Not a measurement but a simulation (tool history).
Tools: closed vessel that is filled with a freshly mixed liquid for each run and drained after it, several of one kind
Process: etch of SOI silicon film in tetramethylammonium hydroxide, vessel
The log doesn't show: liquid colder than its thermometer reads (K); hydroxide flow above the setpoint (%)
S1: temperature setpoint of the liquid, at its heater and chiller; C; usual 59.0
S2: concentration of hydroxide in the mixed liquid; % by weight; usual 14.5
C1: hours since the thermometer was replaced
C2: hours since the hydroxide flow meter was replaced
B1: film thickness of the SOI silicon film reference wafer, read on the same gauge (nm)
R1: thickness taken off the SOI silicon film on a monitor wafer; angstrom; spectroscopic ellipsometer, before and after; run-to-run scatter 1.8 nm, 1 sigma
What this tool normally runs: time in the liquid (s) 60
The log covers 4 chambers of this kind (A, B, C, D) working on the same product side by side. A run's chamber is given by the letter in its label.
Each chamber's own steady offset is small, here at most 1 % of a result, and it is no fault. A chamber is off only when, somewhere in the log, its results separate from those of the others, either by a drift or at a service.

run 1A hour=5.1 | S1=59.0 S2=14.5 time_in_the_liquid_(s)=60 | C1=1783.6 C2=796.2 | B1=60.007 | R1=1907.5
run 2D hour=13.7 | S1=59.0 S2=14.5 time_in_the_liquid_(s)=60 | C1=75.9 C2=1469.0 | B1=60.034 | R1=1896.0
run 3B hour=18.4 | S1=59.0 S2=14.5 time_in_the_liquid_(s)=60 | C1=655.9 C2=1411.4 | B1=59.994 | R1=1906.9
run 4C hour=25.1 | S1=59.0 S2=14.5 time_in_the_liquid_(s)=60 | C1=603.5 C2=322.4 | B1=59.989 | R1=1937.1
run 5D hour=32.6 | S1=59.0 S2=14.5 time_in_the_liquid_(s)=60 | C1=94.8 C2=1487.9 | B1=60.010 | R1=1893.5
-- hour=36.6 chamber B: thermometer replaced
run 6C hour=37.4 | S1=59.0 S2=14.5 time_in_the_liquid_(s)=60 | C1=615.8 C2=334.7 | B1=59.995 | R1=1886.0
run 7A hour=43.1 | S1=59.0 S2=14.5 time_in_the_liquid_(s)=60 | C1=1821.6 C2=834.2 | B1=59.998 | R1=1913.7
run 8B hour=47.8 | S1=66.0 S2=12.5 time_in_the_liquid_(s)=60 | C1=11.2 C2=1440.8 | B1=60.028 | R1=3180.0
run 9A hour=53.7 | S1=66.0 S2=12.5 time_in_the_liquid_(s)=60 | C1=1832.2 C2=844.8 | B1=59.983 | R1=3211.2
run 10B hour=59.0 | S1=66.0 S2=12.5 time_in_the_liquid_(s)=60 | C1=22.4 C2=1452.0 | B1=60.023 | R1=3178.4
run 11C hour=67.3 | S1=66.0 S2=12.5 time_in_the_liquid_(s)=60 | C1=645.7 C2=364.6 | B1=60.033 | R1=3172.0
run 12D hour=76.1 | S1=59.0 S2=14.5 time_in_the_liquid_(s)=60 | C1=138.3 C2=1531.4 | B1=60.045 | R1=1892.5
run 13A hour=84.2 | S1=59.0 S2=14.5 time_in_the_liquid_(s)=70 | C1=1862.7 C2=875.3 | B1=59.979 | R1=2164.2
run 14D hour=89.5 | S1=59.0 S2=14.5 time_in_the_liquid_(s)=70 | C1=151.7 C2=1544.8 | B1=59.970 | R1=2220.3
run 15C hour=95.8 | S1=59.0 S2=14.5 time_in_the_liquid_(s)=70 | C1=674.2 C2=393.1 | B1=59.999 | R1=2227.1
run 16B hour=100.6 | S1=59.0 S2=14.5 time_in_the_liquid_(s)=70 | C1=64.0 C2=1493.6 | B1=59.984 | R1=2223.7
run 17B hour=105.9 | S1=59.0 S2=14.5 time_in_the_liquid_(s)=60 | C1=69.3 C2=1498.9 | B1=60.018 | R1=1913.5
run 18C hour=114.1 | S1=59.0 S2=14.5 time_in_the_liquid_(s)=60 | C1=692.5 C2=411.4 | B1=60.003 | R1=1842.6
run 19D hour=121.4 | S1=59.0 S2=14.5 time_in_the_liquid_(s)=60 | C1=183.6 C2=1576.7 | B1=59.995 | R1=1884.7
run 20A hour=127.9 | S1=59.0 S2=14.5 time_in_the_liquid_(s)=60 | C1=1906.4 C2=919.0 | B1=59.992 | R1=1914.2
run 21C hour=134.2 | S1=65.5 S2=14.5 time_in_the_liquid_(s)=60 | C1=712.6 C2=431.5 | B1=60.000 | R1=2786.6
run 22D hour=140.1 | S1=65.5 S2=14.5 time_in_the_liquid_(s)=60 | C1=202.3 C2=1595.4 | B1=59.991 | R1=2808.9
run 23A hour=148.3 | S1=65.5 S2=14.5 time_in_the_liquid_(s)=60 | C1=1926.8 C2=939.4 | B1=59.985 | R1=2852.2
run 24B hour=155.9 | S1=65.5 S2=14.5 time_in_the_liquid_(s)=60 | C1=119.3 C2=1548.9 | B1=60.011 | R1=2855.8
run 25C hour=163.5 | S1=59.0 S2=14.5 time_in_the_liquid_(s)=60 | C1=741.9 C2=460.8 | B1=59.972 | R1=1834.3
run 26A hour=170.7 | S1=59.0 S2=13.0 time_in_the_liquid_(s)=60 | C1=1949.2 C2=961.8 | B1=59.986 | R1=1993.9
run 27B hour=177.6 | S1=59.0 S2=13.0 time_in_the_liquid_(s)=60 | C1=141.0 C2=1570.6 | B1=59.991 | R1=2013.7
run 28D hour=185.4 | S1=59.0 S2=13.0 time_in_the_liquid_(s)=60 | C1=247.6 C2=1640.7 | B1=60.022 | R1=2013.4
run 29B hour=190.4 | S1=59.0 S2=13.0 time_in_the_liquid_(s)=60 | C1=153.8 C2=1583.4 | B1=59.981 | R1=2027.1
run 30D hour=198.8 | S1=59.0 S2=14.5 time_in_the_liquid_(s)=60 | C1=261.0 C2=1654.1 | B1=60.004 | R1=1890.0
run 31A hour=205.9 | S1=59.0 S2=14.5 time_in_the_liquid_(s)=60 | C1=1984.4 C2=997.0 | B1=59.988 | R1=1874.1
run 32C hour=213.0 | S1=55.5 S2=12.5 time_in_the_liquid_(s)=60 | C1=791.4 C2=510.3 | B1=60.016 | R1=1508.8
run 33B hour=221.5 | S1=55.5 S2=12.5 time_in_the_liquid_(s)=60 | C1=184.9 C2=1614.5 | B1=59.960 | R1=1644.7
run 34D hour=227.8 | S1=55.5 S2=12.5 time_in_the_liquid_(s)=60 | C1=290.0 C2=1683.1 | B1=60.015 | R1=1629.4
run 35C hour=234.3 | S1=55.5 S2=12.5 time_in_the_liquid_(s)=60 | C1=812.7 C2=531.6 | B1=59.975 | R1=1488.0
run 36A hour=239.9 | S1=59.0 S2=14.5 time_in_the_liquid_(s)=60 | C1=2018.4 C2=1031.0 | B1=60.010 | R1=1909.6
run 37A hour=244.3 | S1=59.0 S2=14.5 time_in_the_liquid_(s)=60 | C1=2022.8 C2=1035.4 | B1=60.001 | R1=1897.7
run 38C hour=248.7 | S1=59.0 S2=14.5 time_in_the_liquid_(s)=60 | C1=827.1 C2=546.0 | B1=59.978 | R1=1713.0
run 39B hour=252.8 | S1=59.0 S2=14.5 time_in_the_liquid_(s)=60 | C1=216.2 C2=1645.8 | B1=59.993 | R1=1916.7
run 40D hour=261.6 | S1=59.0 S2=14.5 time_in_the_liquid_(s)=60 | C1=323.8 C2=1716.9 | B1=60.000 | R1=1922.4
run 41C hour=266.6 | S1=59.0 S2=14.5 time_in_the_liquid_(s)=60 | C1=845.0 C2=563.9 | B1=60.021 | R1=1728.8
run 42A hour=272.7 | S1=59.0 S2=14.5 time_in_the_liquid_(s)=60 | C1=2051.2 C2=1063.8 | B1=60.007 | R1=1899.6
run 43D hour=281.2 | S1=59.0 S2=14.5 time_in_the_liquid_(s)=60 | C1=343.4 C2=1736.5 | B1=59.983 | R1=1872.1

For the next run the whole fleet of 4 chambers uses the same settings. Give each chamber's results:
run 44A hour=287.6 | S1=59.0 S2=14.5 time_in_the_liquid_(s)=75 | R1=?
run 44B hour=287.6 | S1=59.0 S2=14.5 time_in_the_liquid_(s)=75 | R1=?
run 44C hour=287.6 | S1=59.0 S2=14.5 time_in_the_liquid_(s)=75 | R1=?
run 44D hour=287.6 | S1=59.0 S2=14.5 time_in_the_liquid_(s)=75 | R1=?

run=44A R1=2363.8
run=44B R1=2395.7
run=44C R1=2083.6
run=44D R1=2382.0
